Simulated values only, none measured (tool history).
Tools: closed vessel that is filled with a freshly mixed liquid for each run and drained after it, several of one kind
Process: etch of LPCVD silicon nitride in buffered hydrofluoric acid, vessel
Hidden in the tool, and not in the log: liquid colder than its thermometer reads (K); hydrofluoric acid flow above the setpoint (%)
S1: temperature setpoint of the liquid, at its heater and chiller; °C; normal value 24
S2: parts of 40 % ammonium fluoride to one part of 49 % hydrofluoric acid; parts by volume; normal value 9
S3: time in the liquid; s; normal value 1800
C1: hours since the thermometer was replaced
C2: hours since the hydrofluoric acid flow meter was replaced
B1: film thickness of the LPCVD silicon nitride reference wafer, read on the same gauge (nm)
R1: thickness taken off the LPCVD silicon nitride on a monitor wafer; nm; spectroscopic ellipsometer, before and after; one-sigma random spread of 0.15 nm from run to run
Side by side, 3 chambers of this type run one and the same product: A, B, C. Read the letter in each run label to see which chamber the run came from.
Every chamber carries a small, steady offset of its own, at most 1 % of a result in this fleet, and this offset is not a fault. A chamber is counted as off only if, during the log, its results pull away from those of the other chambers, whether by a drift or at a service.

run 1B hour=10.5 | S1=24 S2=9 S3=1800 | C1=385.2 C2=201.9 | B1=79.976 | R1=25.995
run 2C hour=18.7 | S1=24 S2=9 S3=1800 | C1=477.1 C2=1185 | B1=79.985 | R1=26.254
run 3A hour=29.5 | S1=24 S2=9 S3=1800 | C1=388.2 C2=828.9 | B1=79.999 | R1=26.004
run 4C hour=37.6 | S1=24 S2=9 S3=1800 | C1=496 C2=1203.9 | B1=80.01 | R1=25.911
run 5B hour=49.3 | S1=24 S2=9 S3=1800 | C1=424 C2=240.7 | B1=79.998 | R1=25.631
run 6A hour=59 | S1=21 S2=9 S3=2560 | C1=417.7 C2=858.4 | B1=80.025 | R1=31.399
run 7C hour=66.4 | S1=21 S2=9 S3=2560 | C1=524.8 C2=1232.7 | B1=80.016 | R1=31.523
run 8A hour=74.4 | S1=21 S2=9 S3=2560 | C1=433.1 C2=873.8 | B1=79.995 | R1=31.495
run 9B hour=82.7 | S1=24 S2=9 S3=1800 | C1=457.4 C2=274.1 | B1=80.015 | R1=25.803
run 10B hour=89 | S1=24 S2=9 S3=1800 | C1=463.7 C2=280.4 | B1=80.03 | R1=25.801
run 11A hour=102.3 | S1=24 S2=9 S3=1800 | C1=461 C2=901.7 | B1=80.018 | R1=25.851
run 12C hour=115.6 | S1=24 S2=9 S3=1800 | C1=574 C2=1281.9 | B1=80.004 | R1=26.115
run 13A hour=122.9 | S1=24 S2=9 S3=1800 | C1=481.6 C2=922.3 | B1=80.007 | R1=26.18
run 14C hour=132.3 | S1=24 S2=9 S3=1800 | C1=590.7 C2=1298.6 | B1=80.017 | R1=26.305
run 15B hour=142.4 | S1=24 S2=9 S3=1800 | C1=517.1 C2=333.8 | B1=79.974 | R1=25.813
run 16B hour=150.9 | S1=19.5 S2=10.5 S3=1800 | C1=525.6 C2=342.3 | B1=80.009 | R1=18.069
run 17C hour=158.9 | S1=19.5 S2=10.5 S3=1800 | C1=617.3 C2=1325.2 | B1=79.978 | R1=18.562
run 18A hour=166.2 | S1=19.5 S2=10.5 S3=1800 | C1=524.9 C2=965.6 | B1=79.998 | R1=18.229
run 19A hour=177.9 | S1=24 S2=9 S3=1800 | C1=536.6 C2=977.3 | B1=80 | R1=26.229
run 20B hour=188.3 | S1=24 S2=9 S3=1800 | C1=563 C2=379.7 | B1=79.996 | R1=25.747
run 21C hour=197.3 | S1=24 S2=9 S3=1800 | C1=655.7 C2=1363.6 | B1=80.022 | R1=26.585
-- hour=200.4 chamber A: hydrofluoric acid flow meter replaced
run 22C hour=206.2 | S1=24 S2=9 S3=1800 | C1=664.6 C2=1372.5 | B1=79.986 | R1=26.643
run 23A hour=216.6 | S1=24 S2=9 S3=1800 | C1=575.3 C2=16.2 | B1=79.963 | R1=25.914
run 24B hour=226.2 | S1=24 S2=9 S3=1800 | C1=600.9 C2=417.6 | B1=80.007 | R1=25.684
run 25A hour=237.2 | S1=24 S2=9 S3=1800 | C1=595.9 C2=36.8 | B1=79.989 | R1=25.954
run 26C hour=244.6 | S1=24 S2=9 S3=1800 | C1=703 C2=1410.9 | B1=80.012 | R1=27.109
run 27B hour=253.7 | S1=24 S2=9 S3=1800 | C1=628.4 C2=445.1 | B1=80.005 | R1=26.073
run 28B hour=262.7 | S1=24 S2=9 S3=1800 | C1=637.4 C2=454.1 | B1=79.969 | R1=25.877
run 29C hour=269.4 | S1=24 S2=9 S3=2480 | C1=727.8 C2=1435.7 | B1=79.997 | R1=37.793
run 30A hour=278 | S1=24 S2=9 S3=2480 | C1=636.7 C2=77.6 | B1=79.992 | R1=35.88
run 31A hour=286.4 | S1=24 S2=9 S3=2480 | C1=645.1 C2=86 | B1=80.013 | R1=35.787
run 32B hour=296.1 | S1=24 S2=9 S3=1800 | C1=670.8 C2=487.5 | B1=80.013 | R1=25.863
-- hour=301.6 chamber A: thermometer replaced
run 33C hour=305.9 | S1=24 S2=9 S3=1800 | C1=764.3 C2=1472.2 | B1=79.997 | R1=27.688
run 34B hour=315.9 | S1=24 S2=9 S3=1800 | C1=690.6 C2=507.3 | B1=79.994 | R1=25.864
run 35A hour=327.7 | S1=19 S2=9 S3=1800 | C1=26.2 C2=127.3 | B1=80.013 | R1=19.742
run 36C hour=333.7 | S1=19 S2=9 S3=1800 | C1=792.1 C2=1500 | B1=79.989 | R1=21.351
run 37B hour=343.1 | S1=19 S2=9 S3=1800 | C1=717.8 C2=534.5 | B1=80.004 | R1=19.591

Predict what each chamber gives when all 3 of them run the settings below next.
run 38A hour=352.8 | S1=24 S2=9 S3=2420 | R1=?
run 38B hour=352.8 | S1=24 S2=9 S3=2420 | R1=?
run 38C hour=352.8 | S1=24 S2=9 S3=2420 | R1=?

run=38A R1=34.951
run=38B R1=34.718
run=38C R1=37.663
